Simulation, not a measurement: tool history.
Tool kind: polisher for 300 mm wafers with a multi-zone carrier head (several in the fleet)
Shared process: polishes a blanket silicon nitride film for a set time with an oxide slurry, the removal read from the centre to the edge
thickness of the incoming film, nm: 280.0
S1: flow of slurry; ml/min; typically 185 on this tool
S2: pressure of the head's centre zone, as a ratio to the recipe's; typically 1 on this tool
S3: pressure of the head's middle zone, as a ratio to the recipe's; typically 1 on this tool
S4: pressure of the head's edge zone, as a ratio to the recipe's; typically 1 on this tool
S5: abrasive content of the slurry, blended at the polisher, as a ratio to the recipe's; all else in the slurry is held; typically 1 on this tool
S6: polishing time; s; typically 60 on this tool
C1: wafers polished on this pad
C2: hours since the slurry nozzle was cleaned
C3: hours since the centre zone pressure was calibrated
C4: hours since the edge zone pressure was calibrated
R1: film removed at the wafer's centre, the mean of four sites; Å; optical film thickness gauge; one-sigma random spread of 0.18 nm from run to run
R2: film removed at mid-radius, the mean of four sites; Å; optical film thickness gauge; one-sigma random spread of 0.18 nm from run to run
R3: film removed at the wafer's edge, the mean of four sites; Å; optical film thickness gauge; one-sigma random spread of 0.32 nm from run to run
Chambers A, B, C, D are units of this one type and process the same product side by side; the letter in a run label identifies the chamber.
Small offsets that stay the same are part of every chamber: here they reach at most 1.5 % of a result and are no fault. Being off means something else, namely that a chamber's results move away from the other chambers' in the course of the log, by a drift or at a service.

run,hour,S1,S2,S3,S4,S5,S6,C1,C2,C3,C4,R1,R2,R3
1A,12.5,185,1,1,1,1,60,132,28.2,292.8,23.3,242.08,238.51,233.89
# hour 13.4: chamber D: worn pad replaced by a new one
# hour 14.1: chamber B: worn pad replaced by a new one
# hour 21: chamber A: centre zone pressure recalibrated
2B,26.4,185,1,1,1,1,60,117,225.1,179.7,197.9,241.71,244.83,243.21
3C,36.7,185,1,1,1,1,60,789,447.7,394,207.3,241.7,245.1,242.82
4D,46.6,185,1,1,1,1,60,317,318.8,538.9,268.6,239.55,239.58,234.17
5A,53.5,135,1,1,1.1,1,60,523,69.2,32.5,64.3,225.05,228.14,241.42
6B,66.6,135,1,1,1.1,1,60,501,265.3,219.9,238.1,224.7,227.19,237.94
# hour 70.9: chamber C: worn pad replaced by a new one
7C,74.6,135,1,1,1.1,1,60,35,485.6,431.9,245.2,224.61,226.96,249.33
# hour 86.5: chamber C: centre zone pressure recalibrated
8D,90.6,135,1,1,1.1,1,60,736,362.8,582.9,312.6,223.48,223.94,246.18
# hour 94.8: chamber C: slurry nozzle cleaned
9B,101.9,185,1,1,1,1,60,837,300.6,255.2,273.4,240.35,240.18,243.84
# hour 102.5: chamber B: worn pad replaced by a new one
# hour 106.3: chamber A: worn pad replaced by a new one
10C,113.1,185,1,1,1,1,60,403,18.3,26.6,283.7,238.55,238.41,245.06
# hour 113.2: chamber D: worn pad replaced by a new one
11D,126.2,185,1,1,1,1,60,124,398.4,618.5,348.2,242.39,239.38,247.16
12A,139.5,185,1,1,1,1,60,317,155.2,118.5,150.3,241.48,238.14,240.15
13A,154.1,185,1,1,1,1,60,456,169.8,133.1,164.9,245.35,241.13,239.92
# hour 164.3: chamber D: slurry nozzle cleaned
# hour 168.9: chamber C: worn pad replaced by a new one
14D,169.9,185,1,1,1,1,60,541,5.7,662.2,391.9,243.69,239.68,241.45
# hour 179.5: chamber B: slurry nozzle cleaned
15B,182.4,185,1,1,1,1,60,762,3,335.7,353.9,241.63,245.98,245.17
16C,191.5,185,0.9,1,1,1,60,216,96.7,105,362.1,212.89,238.36,249.08
# hour 194.1: chamber B: worn pad replaced by a new one
17A,205.4,185,0.9,1,1,1,60,946,221.1,184.4,216.2,213.23,240.53,239.09
# hour 208.8: chamber D: worn pad replaced by a new one
18D,213.9,185,0.9,1,1,1,60,48,49.7,706.2,435.9,219.06,242.81,245.54
# hour 214.4: chamber A: worn pad replaced by a new one
# hour 217.1: chamber B: edge zone pressure recalibrated
19B,225.9,185,0.9,1,1,1,60,303,46.5,379.2,8.9,212.91,244.79,239.57
20C,234.6,185,1,1,1,1,60,627,139.8,148.1,405.2,240.83,242.35,249.47
21C,245.4,185,1,1,1,1,60,730,150.6,158.9,416,240.61,241.59,236.63
22B,259.4,185,1.06,1,1,1,75,623,80,412.7,42.4,322.28,304.31,303.15
23D,267.8,185,1.06,1,1,1,75,563,103.6,760.1,489.8,331.01,301.28,293.1
# hour 276.1: chamber B: worn pad replaced by a new one
24A,283.4,185,1.06,1,1,1,75,659,299.1,262.4,294.2,320.02,300.73,301.39
# hour 285.4: chamber C: worn pad replaced by a new one
# hour 291.5: chamber D: worn pad replaced by a new one
25C,293.7,185,1.06,1,1,1,75,79,198.9,207.2,464.3,318.53,295.46,312.77
26A,302.7,185,1,1,1,1,60,843,318.4,281.7,313.5,239.66,243.23,237.49
# hour 314.5: chamber A: centre zone pressure recalibrated
# hour 316.9: chamber A: worn pad replaced by a new one
27D,317,185,1,1,1,1,60,244,152.8,809.3,539,251.04,239.78,235.07
28B,329.9,185,1,1,1,1,60,513,150.5,483.2,112.9,240.12,240.57,245.74
# hour 342.1: chamber C: edge zone pressure recalibrated
29D,342.3,185,1,1,1,1,60,485,178.1,834.6,564.3,251.85,239.18,238.64
# hour 346.5: chamber B: centre zone pressure recalibrated
30C,352.8,185,1,1,1,1,60,643,258,266.3,10.8,241.62,242.67,240.25
31A,364.3,210,1,1,1.04,1,60,452,380,49.9,375.1,250.6,247.02,246.83
32B,378.7,210,1,1,1.04,1,60,979,199.3,32.2,161.7,246.18,248.22,253.64
# hour 384.3: chamber B: worn pad replaced by a new one
# hour 388.1: chamber D: worn pad replaced by a new one
33D,389.1,210,1,1,1.04,1,60,10,224.9,881.4,611.1,259.35,245.98,256.2
# hour 396.1: chamber C: worn pad replaced by a new one
34C,397.6,210,1,1,1.04,1,60,14,302.8,311.1,55.6,244.98,244.59,250.11
35A,405.5,185,1,1,1,1,60,845,421.2,91.1,416.3,241.83,241.47,235.9
# hour 414.3: chamber A: worn pad replaced by a new one
36B,414.4,185,1,1,1,1,60,287,235,67.9,197.4,240.35,243.93,245.51
37B,422.5,185,1,1,1,1,60,365,243.1,76,205.5,240.11,242.59,240.51
38D,433.9,220,1,1,1,0.7,60,437,269.7,926.2,655.9,223.41,207.51,213.89
39A,442.1,220,1,1,1,0.7,60,265,457.8,127.7,452.9,207.73,205.19,203.15
40C,450.5,220,1,1,1,0.7,60,519,355.7,364,108.5,205.79,205.46,208.91
41D,461.1,220,1,1,1,0.7,60,697,296.9,953.4,683.1,222.45,208.15,206.46
# hour 468: chamber B: worn pad replaced by a new one
42B,476.6,185,1,1,1,1,60,82,297.2,130.1,259.6,238.74,240.93,243.98

Decide between three cases: one chamber stands off from its peers, the gauge reading all wafers drifts, or nothing is wrong past each chamber's small offset. Where a chamber is off, say which and what most likely put it there.

Chamber D drifts away from the others.
Most likely cause: centre zone's pressure above its setpoint, % = 7.24.

Here are 4 candidates for chamber D's next run, each the usual settings with a change, their results left as question marks. Which one brings its results back in line with what the others give on the usual settings?
In line here means within this much of the mean the other chambers give on the usual settings: R1 6.2 Å; R2 6.4 Å; R3 11 Å
43D-1,488.1,185,1.02,1,0.99,1,60,,,,,?,?,?
43D-2,488.1,185,0.98,1,1.01,1,60,,,,,?,?,?
43D-3,488.1,180,0.94,1.01,1.02,1,60,,,,,?,?,?
43D-4,488.1,190,1.06,0.99,0.98,1,60,,,,,?,?,?

Mean of the other chambers on the usual settings: R1 240.49 Å; R2 240.95 Å; R3 241.63 Å
run,R1,R2,R3
43D-1,264.25,239.72,240.58
43D-2,252.83,239.78,243.12
43D-3,240.28,240.97,243.58
43D-4,276.91,238.47,240.05
43D-3 brings the chamber back in line.

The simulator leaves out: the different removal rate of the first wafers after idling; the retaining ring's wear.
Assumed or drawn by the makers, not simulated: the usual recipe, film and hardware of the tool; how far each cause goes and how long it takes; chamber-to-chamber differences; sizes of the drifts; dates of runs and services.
